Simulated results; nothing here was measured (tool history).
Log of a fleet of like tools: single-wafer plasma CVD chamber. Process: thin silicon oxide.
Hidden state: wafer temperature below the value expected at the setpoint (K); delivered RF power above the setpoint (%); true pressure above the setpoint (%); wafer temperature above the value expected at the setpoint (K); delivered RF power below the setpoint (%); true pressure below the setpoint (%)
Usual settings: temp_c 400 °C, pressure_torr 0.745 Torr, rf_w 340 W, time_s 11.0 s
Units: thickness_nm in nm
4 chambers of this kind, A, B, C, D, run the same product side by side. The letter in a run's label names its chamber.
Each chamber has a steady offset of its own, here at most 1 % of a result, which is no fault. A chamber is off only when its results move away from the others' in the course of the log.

run,hour,temp_c,pressure_torr,rf_w,time_s,hours since the last thermocouple change,hours since the last RF generator calibration,hours since the last manometer calibration,"read-back reference wafer on the same gauge, thickness_nm",thickness_nm
1A,7.1,400,0.745,340,11.0,1170.3,428.1,1337.4,16.005,19.966
2B,19.3,400,0.745,340,11.0,405.9,594.3,1003.6,15.999,19.947
3D,29.0,400,0.745,340,11.0,2028.9,443.8,760.5,16.006,19.819
4C,41.4,400,0.745,340,11.0,1411.4,139.3,689.7,16.006,19.649
5C,53.4,400,0.745,340,11.0,1423.4,151.3,701.7,16.006,19.678
6A,60.6,409,0.745,340,11.0,1223.8,481.6,1390.9,16.000,19.761
7B,71.5,409,0.745,340,11.0,458.1,646.5,1055.8,15.999,19.884
8D,82.5,409,0.745,340,11.0,2082.4,497.3,814.0,16.009,19.742
9C,92.0,409,0.745,340,11.0,1462.0,189.9,740.3,15.998,19.650
10D,101.6,400,0.745,340,11.0,2101.5,516.4,833.1,16.001,19.843
# hour 110.0: chamber C: thermocouple changed; heater temperature recalibrated
11A,110.9,400,0.745,340,11.0,1274.1,531.9,1441.2,16.005,19.953
12B,122.7,400,0.745,340,11.0,509.3,697.7,1107.0,16.006,20.002
13C,129.1,400,0.623,340,12.6,19.1,227.0,777.4,15.996,18.427
14D,137.2,400,0.623,340,12.6,2137.1,552.0,868.7,16.006,18.785
15A,144.9,400,0.623,340,12.6,1308.1,565.9,1475.2,15.985,18.810
# hour 150.7: chamber D: thermocouple changed; heater temperature recalibrated
16B,158.1,400,0.623,340,12.6,544.7,733.1,1142.4,15.987,18.913
17C,172.3,400,0.745,340,11.0,62.3,270.2,820.6,15.981,19.462
18D,184.0,400,0.745,340,11.0,33.3,598.8,915.5,16.010,19.719
19B,191.9,400,0.745,340,11.0,578.5,766.9,1176.2,16.008,19.892
20A,199.3,400,0.745,340,11.0,1362.5,620.3,1529.6,16.000,19.850
21A,210.0,400,0.745,340,11.0,1373.2,631.0,1540.3,15.981,19.888
22B,218.9,400,0.745,340,11.0,605.5,793.9,1203.2,16.000,20.094
23C,228.6,400,0.745,340,11.0,118.6,326.5,876.9,16.003,19.269
24D,236.1,400,0.745,340,11.0,85.4,650.9,967.6,16.012,19.829
25A,246.2,400,0.745,405,11.0,1409.4,667.2,1576.5,16.001,21.291
26C,257.9,400,0.745,405,11.0,147.9,355.8,906.2,16.008,20.555
27D,268.3,400,0.745,405,11.0,117.6,683.1,999.8,16.014,21.048
# hour 268.9: chamber B: capacitance manometer re-zeroed and calibrated
28B,276.0,400,0.745,405,11.0,662.6,851.0,7.1,15.995,21.175
29A,285.6,400,0.745,340,11.0,1448.8,706.6,1615.9,16.001,20.024
30B,299.2,400,0.745,340,11.0,685.8,874.2,30.3,16.016,19.867
31D,311.2,406,0.602,340,11.0,160.5,726.0,1042.7,15.997,15.701
32C,317.9,406,0.602,340,11.0,207.9,415.8,966.2,15.991,15.058
33A,329.5,406,0.602,340,11.0,1492.7,750.5,1659.8,16.009,15.738
34D,339.9,406,0.602,340,11.0,189.2,754.7,1071.4,15.990,15.684
35B,348.8,400,0.745,340,11.0,735.4,923.8,79.9,16.012,19.947
# hour 358.5: chamber A: capacitance manometer re-zeroed and calibrated
36C,358.5,400,0.745,340,11.0,248.5,456.4,1006.8,16.003,18.939
37C,368.9,400,0.745,340,11.0,258.9,466.8,1017.2,16.002,18.972
38B,380.8,400,0.745,340,11.0,767.4,955.8,111.9,16.013,19.992
39A,388.7,400,0.745,340,11.0,1551.9,809.7,30.3,16.004,19.927

Is one chamber off against the others, does the gauge drift, or is nothing wrong? If a chamber is off, say which, and what the likeliest cause is.

Chamber C drifts away from the others.
Cause: true pressure below the setpoint (%) = 4.

Here are 4 candidates for chamber C's next run, each the usual settings with a change, their results left as question marks. Which one brings its results back in line with what the others give on the usual settings?
In line means no further than this from the other chambers' mean on the usual settings: thickness_nm 0.220 nm
40C-1,398.9,400,0.745,340,11.2,,,,,?
40C-2,398.9,400,0.745,325,11.0,,,,,?
40C-3,398.9,400,0.723,340,10.8,,,,,?
40C-4,398.9,400,0.779,345,11.0,,,,,?

The other chambers' mean on the usual settings: thickness_nm 19.886 nm
run,thickness_nm
40C-1,19.189
40C-2,18.522
40C-3,17.930
40C-4,19.868
40C-4 brings the chamber back in line.
